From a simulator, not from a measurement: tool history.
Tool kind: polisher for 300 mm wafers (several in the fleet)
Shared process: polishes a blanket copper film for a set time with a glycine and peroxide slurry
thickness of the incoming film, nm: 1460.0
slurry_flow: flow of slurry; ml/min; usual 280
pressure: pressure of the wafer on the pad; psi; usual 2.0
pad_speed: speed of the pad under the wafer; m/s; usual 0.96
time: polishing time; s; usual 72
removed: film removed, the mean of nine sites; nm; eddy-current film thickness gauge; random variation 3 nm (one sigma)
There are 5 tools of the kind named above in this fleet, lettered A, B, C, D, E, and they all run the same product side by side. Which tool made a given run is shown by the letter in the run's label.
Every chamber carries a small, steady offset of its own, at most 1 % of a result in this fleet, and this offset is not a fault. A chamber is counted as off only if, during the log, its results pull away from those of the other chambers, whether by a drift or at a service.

{"run": "1C", "day": 0.242, "slurry_flow": 280, "pressure": 2.0, "pad_speed": 0.96, "time": 72, "removed": 317.59}
{"day": 0.35, "done": "chamber D: worn pad replaced by a new one"}
{"day": 0.6, "done": "chamber A: worn pad replaced by a new one"}
{"run": "2E", "day": 0.612, "slurry_flow": 280, "pressure": 2.0, "pad_speed": 0.96, "time": 72, "removed": 311.75}
{"run": "3B", "day": 0.996, "slurry_flow": 280, "pressure": 2.0, "pad_speed": 0.96, "time": 72, "removed": 311.94}
{"day": 1.05, "done": "chamber B: worn pad replaced by a new one"}
{"day": 1.088, "done": "chamber E: worn pad replaced by a new one"}
{"run": "4A", "day": 1.292, "slurry_flow": 280, "pressure": 2.0, "pad_speed": 0.96, "time": 72, "removed": 309.11}
{"run": "5D", "day": 1.671, "slurry_flow": 280, "pressure": 2.0, "pad_speed": 0.96, "time": 72, "removed": 310.59}
{"day": 1.8, "done": "chamber C: worn pad replaced by a new one"}
{"run": "6D", "day": 1.971, "slurry_flow": 280, "pressure": 2.0, "pad_speed": 0.96, "time": 72, "removed": 311.46}
{"run": "7B", "day": 2.292, "slurry_flow": 280, "pressure": 2.0, "pad_speed": 0.96, "time": 72, "removed": 310.83}
{"run": "8C", "day": 2.638, "slurry_flow": 280, "pressure": 2.0, "pad_speed": 0.96, "time": 72, "removed": 306.08}
{"run": "9A", "day": 2.967, "slurry_flow": 280, "pressure": 2.0, "pad_speed": 0.96, "time": 72, "removed": 308.07}
{"run": "10E", "day": 3.412, "slurry_flow": 280, "pressure": 2.0, "pad_speed": 0.96, "time": 72, "removed": 311.95}
{"run": "11D", "day": 3.754, "slurry_flow": 280, "pressure": 2.0, "pad_speed": 0.96, "time": 72, "removed": 312.98}
{"run": "12C", "day": 3.975, "slurry_flow": 280, "pressure": 2.0, "pad_speed": 0.96, "time": 72, "removed": 312.44}
{"day": 4.033, "done": "chamber B: worn pad replaced by a new one"}
{"run": "13A", "day": 4.267, "slurry_flow": 280, "pressure": 2.0, "pad_speed": 0.96, "time": 72, "removed": 310.69}
{"day": 4.379, "done": "chamber C: head pressure recalibrated"}
{"run": "14E", "day": 4.579, "slurry_flow": 280, "pressure": 2.0, "pad_speed": 0.96, "time": 72, "removed": 310.02}
{"day": 4.679, "done": "chamber D: worn pad replaced by a new one"}
{"run": "15B", "day": 4.779, "slurry_flow": 280, "pressure": 2.0, "pad_speed": 0.96, "time": 72, "removed": 317.79}
{"run": "16D", "day": 5.121, "slurry_flow": 280, "pressure": 2.0, "pad_speed": 0.96, "time": 72, "removed": 312.28}
{"day": 5.325, "done": "chamber E: worn pad replaced by a new one"}
{"run": "17A", "day": 5.5, "slurry_flow": 280, "pressure": 2.0, "pad_speed": 0.96, "time": 72, "removed": 311.02}
{"day": 5.775, "done": "chamber A: worn pad replaced by a new one"}
{"run": "18B", "day": 5.821, "slurry_flow": 280, "pressure": 2.0, "pad_speed": 0.96, "time": 72, "removed": 309.61}
{"run": "19E", "day": 6.067, "slurry_flow": 280, "pressure": 2.0, "pad_speed": 0.96, "time": 72, "removed": 311.14}
{"day": 6.483, "done": "chamber C: worn pad replaced by a new one"}
{"run": "20C", "day": 6.525, "slurry_flow": 280, "pressure": 2.0, "pad_speed": 0.96, "time": 72, "removed": 313.74}
{"day": 6.846, "done": "chamber B: worn pad replaced by a new one"}
{"run": "21D", "day": 6.9, "slurry_flow": 280, "pressure": 2.0, "pad_speed": 0.96, "time": 72, "removed": 313.04}
{"run": "22A", "day": 7.317, "slurry_flow": 280, "pressure": 2.0, "pad_speed": 0.96, "time": 72, "removed": 308.14}
{"run": "23E", "day": 7.625, "slurry_flow": 280, "pressure": 2.0, "pad_speed": 0.96, "time": 72, "removed": 307.93}
{"run": "24B", "day": 7.846, "slurry_flow": 280, "pressure": 2.0, "pad_speed": 0.96, "time": 72, "removed": 315.97}
{"run": "25C", "day": 8.254, "slurry_flow": 280, "pressure": 2.0, "pad_speed": 0.96, "time": 72, "removed": 314.82}
{"day": 8.283, "done": "chamber B: slurry nozzle cleaned"}
{"run": "26A", "day": 8.617, "slurry_flow": 365, "pressure": 1.8, "pad_speed": 0.96, "time": 72, "removed": 294.34}
{"run": "27E", "day": 8.912, "slurry_flow": 365, "pressure": 1.8, "pad_speed": 0.96, "time": 72, "removed": 296.92}
{"run": "28C", "day": 9.192, "slurry_flow": 365, "pressure": 1.8, "pad_speed": 0.96, "time": 72, "removed": 298.76}
{"day": 9.475, "done": "chamber D: worn pad replaced by a new one"}
{"run": "29D", "day": 9.554, "slurry_flow": 365, "pressure": 1.8, "pad_speed": 0.96, "time": 72, "removed": 288.29}
{"day": 9.725, "done": "chamber B: worn pad replaced by a new one"}
{"run": "30B", "day": 9.879, "slurry_flow": 365, "pressure": 1.8, "pad_speed": 0.96, "time": 72, "removed": 296.83}
{"day": 10.029, "done": "chamber E: worn pad replaced by a new one"}
{"day": 10.267, "done": "chamber D: head pressure recalibrated"}
{"run": "31B", "day": 10.308, "slurry_flow": 280, "pressure": 2.0, "pad_speed": 0.96, "time": 72, "removed": 316.6}
{"run": "32D", "day": 10.596, "slurry_flow": 280, "pressure": 2.0, "pad_speed": 0.96, "time": 72, "removed": 300.93}
{"run": "33C", "day": 10.992, "slurry_flow": 280, "pressure": 2.0, "pad_speed": 0.96, "time": 72, "removed": 317.62}
{"day": 11.129, "done": "chamber A: worn pad replaced by a new one"}
{"run": "34E", "day": 11.396, "slurry_flow": 280, "pressure": 2.0, "pad_speed": 0.96, "time": 72, "removed": 309.12}
{"run": "35A", "day": 11.788, "slurry_flow": 280, "pressure": 2.0, "pad_speed": 0.96, "time": 72, "removed": 307.03}

Next, all 5 chambers run the settings below, one line each with question marks for the results. What does each chamber give?
{"run": "36A", "day": 12.117, "slurry_flow": 280, "pressure": 2.0, "pad_speed": 0.96, "time": 72, "removed": "?"}
{"run": "36B", "day": 12.117, "slurry_flow": 280, "pressure": 2.0, "pad_speed": 0.96, "time": 72, "removed": "?"}
{"run": "36C", "day": 12.117, "slurry_flow": 280, "pressure": 2.0, "pad_speed": 0.96, "time": 72, "removed": "?"}
{"run": "36D", "day": 12.117, "slurry_flow": 280, "pressure": 2.0, "pad_speed": 0.96, "time": 72, "removed": "?"}
{"run": "36E", "day": 12.117, "slurry_flow": 280, "pressure": 2.0, "pad_speed": 0.96, "time": 72, "removed": "?"}

run=36A removed=307.48
run=36B removed=310.63
run=36C removed=311.69
run=36D removed=295.90
run=36E removed=312.38
